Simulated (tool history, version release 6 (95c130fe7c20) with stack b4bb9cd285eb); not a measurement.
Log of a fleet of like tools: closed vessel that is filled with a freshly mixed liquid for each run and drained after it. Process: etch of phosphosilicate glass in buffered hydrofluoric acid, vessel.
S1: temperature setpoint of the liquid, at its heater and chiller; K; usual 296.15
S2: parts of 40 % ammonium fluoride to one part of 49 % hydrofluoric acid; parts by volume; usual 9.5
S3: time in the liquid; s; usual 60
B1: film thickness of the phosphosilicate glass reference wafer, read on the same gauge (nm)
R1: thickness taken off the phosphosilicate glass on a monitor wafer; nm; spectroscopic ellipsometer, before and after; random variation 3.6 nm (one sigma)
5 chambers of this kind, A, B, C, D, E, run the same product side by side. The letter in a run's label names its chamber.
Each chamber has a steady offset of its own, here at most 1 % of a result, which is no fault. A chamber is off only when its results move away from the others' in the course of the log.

run 1D day=0.183 | S1=296.15 S2=9.5 S3=60 | B1=100.000 | R1=428.24
run 2B day=0.525 | S1=296.15 S2=9.5 S3=60 | B1=100.020 | R1=430.55
run 3C day=0.908 | S1=296.15 S2=9.5 S3=60 | B1=99.996 | R1=429.43
run 4E day=1.129 | S1=296.15 S2=9.5 S3=60 | B1=100.010 | R1=426.90
run 5A day=1.496 | S1=296.15 S2=9.5 S3=70 | B1=100.010 | R1=509.49
run 6B day=1.800 | S1=296.15 S2=9.5 S3=70 | B1=99.965 | R1=506.46
run 7E day=2.150 | S1=296.15 S2=9.5 S3=70 | B1=99.962 | R1=485.61
run 8A day=2.508 | S1=296.15 S2=9.5 S3=70 | B1=99.967 | R1=493.15
run 9D day=2.729 | S1=296.15 S2=9.5 S3=70 | B1=99.977 | R1=501.56
run 10C day=2.988 | S1=296.15 S2=9.5 S3=75 | B1=99.998 | R1=534.39
run 11C day=3.275 | S1=296.15 S2=9.5 S3=75 | B1=99.989 | R1=535.51
run 12E day=3.500 | S1=296.15 S2=9.5 S3=75 | B1=100.010 | R1=521.32
run 13B day=3.729 | S1=296.15 S2=9.5 S3=75 | B1=100.000 | R1=527.01
run 14D day=3.971 | S1=296.15 S2=9.5 S3=75 | B1=100.010 | R1=538.45
run 15A day=4.275 | S1=296.15 S2=9.5 S3=60 | B1=99.994 | R1=430.26
run 16E day=4.662 | S1=296.15 S2=9.5 S3=60 | B1=99.981 | R1=423.59
run 17D day=4.912 | S1=296.15 S2=9.5 S3=60 | B1=100.020 | R1=431.33
run 18C day=5.312 | S1=296.15 S2=9.5 S3=40 | B1=99.954 | R1=282.88
run 19A day=5.712 | S1=296.15 S2=9.5 S3=40 | B1=100.020 | R1=284.86
run 20B day=6.129 | S1=296.15 S2=9.5 S3=40 | B1=100.020 | R1=278.65
run 21A day=6.471 | S1=296.15 S2=9.5 S3=40 | B1=100.020 | R1=284.46
run 22B day=6.825 | S1=296.15 S2=9.5 S3=40 | B1=99.977 | R1=277.74
run 23D day=7.192 | S1=296.15 S2=9.5 S3=60 | B1=100.010 | R1=427.00
run 24C day=7.429 | S1=296.15 S2=9.5 S3=60 | B1=99.977 | R1=426.99
run 25E day=7.854 | S1=296.15 S2=9.5 S3=60 | B1=100.020 | R1=418.78
-- day=8.050 chamber B: hydrofluoric acid flow meter replaced
run 26E day=8.104 | S1=296.15 S2=9.5 S3=60 | B1=100.000 | R1=423.02
run 27B day=8.508 | S1=296.15 S2=9.5 S3=60 | B1=99.979 | R1=403.64
run 28A day=8.888 | S1=296.15 S2=9.5 S3=60 | B1=100.010 | R1=424.95
run 29C day=9.258 | S1=296.15 S2=9.5 S3=60 | B1=100.010 | R1=427.57
run 30D day=9.612 | S1=296.15 S2=9.5 S3=60 | B1=100.010 | R1=426.15
-- day=9.742 chamber D: thermometer replaced
run 31A day=9.933 | S1=296.15 S2=9.5 S3=60 | B1=100.000 | R1=427.88
run 32B day=10.188 | S1=296.15 S2=9.5 S3=60 | B1=100.040 | R1=408.81
run 33D day=10.396 | S1=296.15 S2=9.5 S3=60 | B1=100.020 | R1=433.75
-- day=10.604 chamber A: hydrofluoric acid flow meter replaced
run 34E day=10.762 | S1=296.15 S2=9.5 S3=60 | B1=99.984 | R1=425.09
run 35C day=11.008 | S1=296.15 S2=9.5 S3=60 | B1=99.981 | R1=423.83
run 36C day=11.404 | S1=296.15 S2=9.5 S3=45 | B1=100.010 | R1=320.90
run 37A day=11.800 | S1=296.15 S2=9.5 S3=45 | B1=99.987 | R1=324.60
run 38E day=12.125 | S1=296.15 S2=9.5 S3=45 | B1=100.000 | R1=318.81
run 39D day=12.479 | S1=296.15 S2=9.5 S3=45 | B1=99.983 | R1=319.13
run 40B day=12.904 | S1=296.15 S2=9.5 S3=45 | B1=99.971 | R1=293.09
run 41D day=13.329 | S1=296.15 S2=9.5 S3=60 | B1=99.964 | R1=428.59

All 5 chambers run these settings next. Forecast each chamber's results:
run 42A day=13.638 | S1=296.15 S2=9.5 S3=40 | R1=?
run 42B day=13.638 | S1=296.15 S2=9.5 S3=40 | R1=?
run 42C day=13.638 | S1=296.15 S2=9.5 S3=40 | R1=?
run 42D day=13.638 | S1=296.15 S2=9.5 S3=40 | R1=?
run 42E day=13.638 | S1=296.15 S2=9.5 S3=40 | R1=?

run=42A R1=289.69
run=42B R1=257.21
run=42C R1=282.97
run=42D R1=288.25
run=42E R1=282.19
